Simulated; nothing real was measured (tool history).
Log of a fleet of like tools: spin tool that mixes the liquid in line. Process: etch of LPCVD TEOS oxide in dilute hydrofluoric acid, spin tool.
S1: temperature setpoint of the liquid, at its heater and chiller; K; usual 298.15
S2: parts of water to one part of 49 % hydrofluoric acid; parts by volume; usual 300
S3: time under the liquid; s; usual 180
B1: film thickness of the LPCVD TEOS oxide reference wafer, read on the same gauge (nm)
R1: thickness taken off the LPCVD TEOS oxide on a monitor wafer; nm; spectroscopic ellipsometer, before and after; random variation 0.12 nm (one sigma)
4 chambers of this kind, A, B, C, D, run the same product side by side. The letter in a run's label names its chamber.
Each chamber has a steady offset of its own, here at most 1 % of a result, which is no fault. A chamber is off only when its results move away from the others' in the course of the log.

run 1A hour=6.5 | S1=298.15 S2=300 S3=180 | B1=89.980 | R1=21.221
run 2C hour=17.7 | S1=298.15 S2=300 S3=180 | B1=90.030 | R1=21.467
-- hour=21.4 chamber D: thermometer replaced
run 3B hour=23.5 | S1=298.15 S2=300 S3=180 | B1=89.973 | R1=21.124
run 4D hour=32.7 | S1=298.15 S2=300 S3=180 | B1=90.007 | R1=20.773
run 5D hour=43.8 | S1=298.15 S2=300 S3=180 | B1=89.957 | R1=20.865
run 6C hour=50.6 | S1=298.15 S2=245 S3=180 | B1=90.000 | R1=27.684
run 7A hour=58.2 | S1=298.15 S2=245 S3=180 | B1=90.024 | R1=27.839
run 8B hour=66.5 | S1=298.15 S2=245 S3=180 | B1=89.981 | R1=27.617
run 9B hour=74.5 | S1=298.15 S2=245 S3=180 | B1=89.998 | R1=27.558
run 10C hour=79.8 | S1=298.15 S2=300 S3=180 | B1=89.962 | R1=21.332
run 11D hour=86.3 | S1=298.15 S2=300 S3=180 | B1=89.996 | R1=21.001
run 12A hour=94.9 | S1=298.15 S2=300 S3=180 | B1=89.996 | R1=20.973
run 13A hour=104.6 | S1=298.15 S2=300 S3=180 | B1=89.981 | R1=21.109
run 14D hour=116.0 | S1=298.15 S2=300 S3=180 | B1=90.016 | R1=20.927
run 15C hour=126.0 | S1=298.15 S2=300 S3=180 | B1=90.017 | R1=21.040
run 16B hour=133.6 | S1=298.15 S2=300 S3=180 | B1=89.999 | R1=20.986
run 17A hour=144.8 | S1=298.15 S2=300 S3=180 | B1=89.995 | R1=21.043
run 18D hour=149.8 | S1=298.15 S2=380 S3=220 | B1=89.971 | R1=18.839
-- hour=152.8 chamber C: hydrofluoric acid flow meter replaced
run 19C hour=156.6 | S1=298.15 S2=380 S3=220 | B1=89.984 | R1=18.879
run 20B hour=161.8 | S1=298.15 S2=380 S3=220 | B1=90.034 | R1=18.738
run 21A hour=169.1 | S1=298.15 S2=380 S3=220 | B1=90.006 | R1=18.920
run 22B hour=175.1 | S1=298.15 S2=300 S3=180 | B1=90.006 | R1=21.249
run 23D hour=185.5 | S1=298.15 S2=300 S3=250 | B1=89.973 | R1=29.091
run 24C hour=192.2 | S1=298.15 S2=300 S3=250 | B1=90.012 | R1=29.373
run 25C hour=203.3 | S1=298.15 S2=300 S3=250 | B1=90.019 | R1=29.357
run 26B hour=213.6 | S1=298.15 S2=300 S3=250 | B1=89.981 | R1=29.460
run 27D hour=223.7 | S1=298.15 S2=300 S3=180 | B1=89.989 | R1=20.918

What goes on in this fleet: one chamber off, a drifting gauge, or nothing beyond the chambers' own small offsets? Name the chamber and the cause, if any.

No chamber stands off beyond its own small offset, and the gauge holds steady.
